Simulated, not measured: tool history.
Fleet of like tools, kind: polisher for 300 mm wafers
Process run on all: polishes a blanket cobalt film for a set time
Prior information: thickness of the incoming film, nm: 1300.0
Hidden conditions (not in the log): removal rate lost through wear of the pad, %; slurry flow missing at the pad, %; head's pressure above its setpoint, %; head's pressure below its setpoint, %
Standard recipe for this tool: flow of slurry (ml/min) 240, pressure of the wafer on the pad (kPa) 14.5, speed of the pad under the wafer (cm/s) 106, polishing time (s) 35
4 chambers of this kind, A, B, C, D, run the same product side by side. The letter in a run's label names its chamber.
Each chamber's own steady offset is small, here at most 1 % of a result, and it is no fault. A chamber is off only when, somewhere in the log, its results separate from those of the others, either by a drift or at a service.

run,hour,flow of slurry (ml/min),pressure of the wafer on the pad (kPa),speed of the pad under the wafer (cm/s),polishing time (s),wafers polished on this pad,hours since the slurry nozzle was cleaned,hours since the head pressure was calibrated,film removed (nm)
1D,7.3,240,14.5,106,35,709,471.4,396.4,218.18
2C,14.9,240,14.5,106,35,466,452.8,233.8,216.37
# hour 16.1: chamber A: worn pad replaced by a new one
# hour 16.9: chamber D: worn pad replaced by a new one
# hour 17.2: chamber B: head pressure recalibrated
3A,23.2,240,14.5,106,35,86,312.1,500.9,218.30
4B,27.8,240,14.5,106,35,1018,262.2,10.7,217.44
5C,33.9,240,14.5,106,35,693,471.8,252.8,218.06
# hour 38.8: chamber C: worn pad replaced by a new one
6D,43.0,240,14.5,106,35,313,507.1,432.1,215.37
7A,49.7,240,14.5,74,35,403,338.6,527.4,156.76
8B,55.5,240,14.5,74,35,1349,289.9,38.4,153.00
# hour 61.0: chamber B: worn pad replaced by a new one
9B,62.7,240,14.5,74,35,21,297.1,45.6,153.00
# hour 67.1: chamber D: slurry nozzle cleaned
10C,67.5,240,14.5,74,35,344,505.4,286.4,148.39
11D,71.9,240,14.5,106,35,659,4.8,461.0,218.58
12A,76.9,240,14.5,84,28,728,365.8,554.6,137.00
13A,81.8,240,14.5,84,28,787,370.7,559.5,139.05
14B,88.3,240,14.5,84,28,327,322.7,71.2,137.67
# hour 95.1: chamber D: worn pad replaced by a new one
15C,95.7,240,14.5,84,28,681,533.6,314.6,136.77
# hour 96.9: chamber C: worn pad replaced by a new one
16D,101.8,240,14.5,106,35,80,34.7,490.9,219.36
17D,109.1,240,14.5,106,35,167,42.0,498.2,218.64
18B,118.1,240,14.5,106,35,684,352.5,101.0,220.87
19C,125.0,240,14.5,106,35,336,562.9,343.9,216.12
# hour 130.8: chamber A: worn pad replaced by a new one
20A,131.2,240,14.5,106,35,5,420.1,608.9,221.80
21A,139.5,240,14.5,106,35,104,428.4,617.2,221.49
22D,147.4,240,14.5,106,35,626,80.3,536.5,219.55
23B,153.0,240,14.5,106,35,1102,387.4,135.9,221.09
# hour 156.4: chamber C: worn pad replaced by a new one
# hour 157.3: chamber C: slurry nozzle cleaned
24C,157.4,240,14.5,106,31,12,0.1,376.3,191.44
# hour 158.7: chamber D: worn pad replaced by a new one
25C,165.9,240,14.5,106,31,114,8.6,384.8,192.40
26A,174.2,240,14.5,106,31,519,463.1,651.9,194.77
27D,180.3,240,14.5,106,31,259,113.2,569.4,192.94
# hour 182.1: chamber B: worn pad replaced by a new one
28B,189.1,240,14.5,106,35,84,423.5,172.0,218.18
29D,195.1,240,14.5,106,35,436,128.0,584.2,219.10
30A,203.0,200,14.5,106,41,864,491.9,680.7,249.19
31B,207.2,200,14.5,106,41,301,441.6,190.1,251.53

For the next run the whole fleet of 4 chambers uses the same settings. Give each chamber's results:
32A,213.7,240,14.5,106,35,,,,?
32B,213.7,240,14.5,106,35,,,,?
32C,213.7,240,14.5,106,35,,,,?
32D,213.7,240,14.5,106,35,,,,?

run,film removed (nm)
32A,218.02
32B,218.68
32C,215.93
32D,218.62
